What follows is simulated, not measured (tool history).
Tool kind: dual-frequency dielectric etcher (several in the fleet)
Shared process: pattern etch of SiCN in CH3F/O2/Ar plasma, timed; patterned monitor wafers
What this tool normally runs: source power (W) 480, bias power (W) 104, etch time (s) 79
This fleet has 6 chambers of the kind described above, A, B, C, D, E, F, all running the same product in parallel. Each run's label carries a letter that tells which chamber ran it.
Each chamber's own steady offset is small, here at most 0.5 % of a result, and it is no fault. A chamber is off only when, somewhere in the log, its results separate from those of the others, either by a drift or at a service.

| run | hour | source power (W) | bias power (W) | etch time (s) | read-back reference wafer on the same gauge, depth_nm | mean etch depth across the wafer (angstrom) |
|---|---|---|---|---|---|---|
| 1F | 6.7 | 480 | 104 | 79 | 35.209 | 364.14 |
| 2A | 11.1 | 480 | 104 | 79 | 35.215 | 361.78 |
| 3D | 16.9 | 480 | 104 | 79 | 35.223 | 364.33 |
| 4B | 21.2 | 480 | 104 | 79 | 35.231 | 363.95 |
| 5E | 29.9 | 480 | 104 | 79 | 35.22 | 363.55 |
| 6C | 35.2 | 480 | 104 | 79 | 35.236 | 364.76 |
| 7D | 42.6 | 480 | 81 | 89.5 | 35.23 | 377.08 |
| 8F | 48.8 | 480 | 81 | 89.5 | 35.228 | 376.98 |
| 9E | 57.3 | 480 | 81 | 89.5 | 35.249 | 376.05 |
| 10B | 65.2 | 480 | 81 | 89.5 | 35.25 | 377.34 |
| 11A | 74.5 | 480 | 81 | 89.5 | 35.264 | 373.27 |
| 12C | 81.7 | 480 | 81 | 89.5 | 35.28 | 376.74 |
| 13D | 87.8 | 480 | 104 | 79 | 35.281 | 364.85 |
| 14A | 94.9 | 480 | 104 | 79 | 35.288 | 362.89 |
| 15F | 102.9 | 480 | 104 | 79 | 35.281 | 364.67 |
| 16E | 109.5 | 480 | 104 | 79 | 35.309 | 364.15 |
| 17B | 117.1 | 480 | 104 | 79 | 35.308 | 364.37 |
|  | 122.9 | chamber A: bias power generator calibrated |
| 18C | 124 | 480 | 104 | 79 | 35.31 | 365.3 |
| 19D | 131.1 | 390 | 104 | 79 | 35.308 | 338.23 |
| 20A | 137.9 | 390 | 104 | 79 | 35.322 | 336.43 |
|  | 139.1 | chamber D: wet clean of the chamber |
|  | 143.6 | chamber E: bias power generator calibrated |
| 21E | 145.9 | 390 | 104 | 79 | 35.326 | 337.42 |
| 22B | 150.9 | 390 | 104 | 79 | 35.333 | 337.15 |
| 23F | 157.6 | 390 | 104 | 79 | 35.348 | 338.34 |
| 24C | 166.8 | 390 | 104 | 79 | 35.347 | 337.98 |
| 25E | 176.1 | 480 | 104 | 79 | 35.334 | 365.11 |
| 26F | 181.6 | 480 | 104 | 79 | 35.337 | 364.62 |
| 27D | 186.4 | 480 | 104 | 79 | 35.347 | 363.83 |
| 28A | 195.1 | 480 | 104 | 79 | 35.371 | 363.86 |
| 29C | 203.2 | 480 | 104 | 79 | 35.371 | 364.97 |
| 30B | 207.9 | 480 | 104 | 79 | 35.381 | 366.12 |
| 31B | 216.2 | 480 | 104 | 79 | 35.37 | 365.13 |
| 32D | 221.5 | 480 | 104 | 79 | 35.385 | 365.26 |
| 33C | 227.6 | 480 | 104 | 79 | 35.404 | 366.11 |
| 34E | 237.2 | 480 | 104 | 79 | 35.389 | 366.77 |
| 35F | 243.4 | 480 | 104 | 79 | 35.39 | 366.47 |
|  | 245 | chamber A: wet clean of the chamber |
| 36A | 250.9 | 480 | 104 | 79 | 35.404 | 363.99 |
| 37F | 256.3 | 480 | 104 | 79 | 35.412 | 365.48 |
| 38E | 260.9 | 480 | 104 | 79 | 35.409 | 366.46 |
|  | 265.9 | chamber A: source power generator calibrated |
| 39D | 267.1 | 480 | 112 | 79 | 35.428 | 376.58 |
| 40C | 276.1 | 480 | 112 | 79 | 35.432 | 376.48 |
| 41B | 285.1 | 480 | 112 | 79 | 35.433 | 376.66 |
| 42A | 289.8 | 480 | 112 | 79 | 35.431 | 374.9 |

Does one chamber stand apart from the rest, does the shared gauge drift, or is all well apart from small per-chamber offsets? Give the chamber and the most likely cause, where there is one.

Every chamber seems to shift together because the gauge that measures them all drifts; the chambers themselves are fine.
What lies behind it: gauge reads high (%) = 0.703.
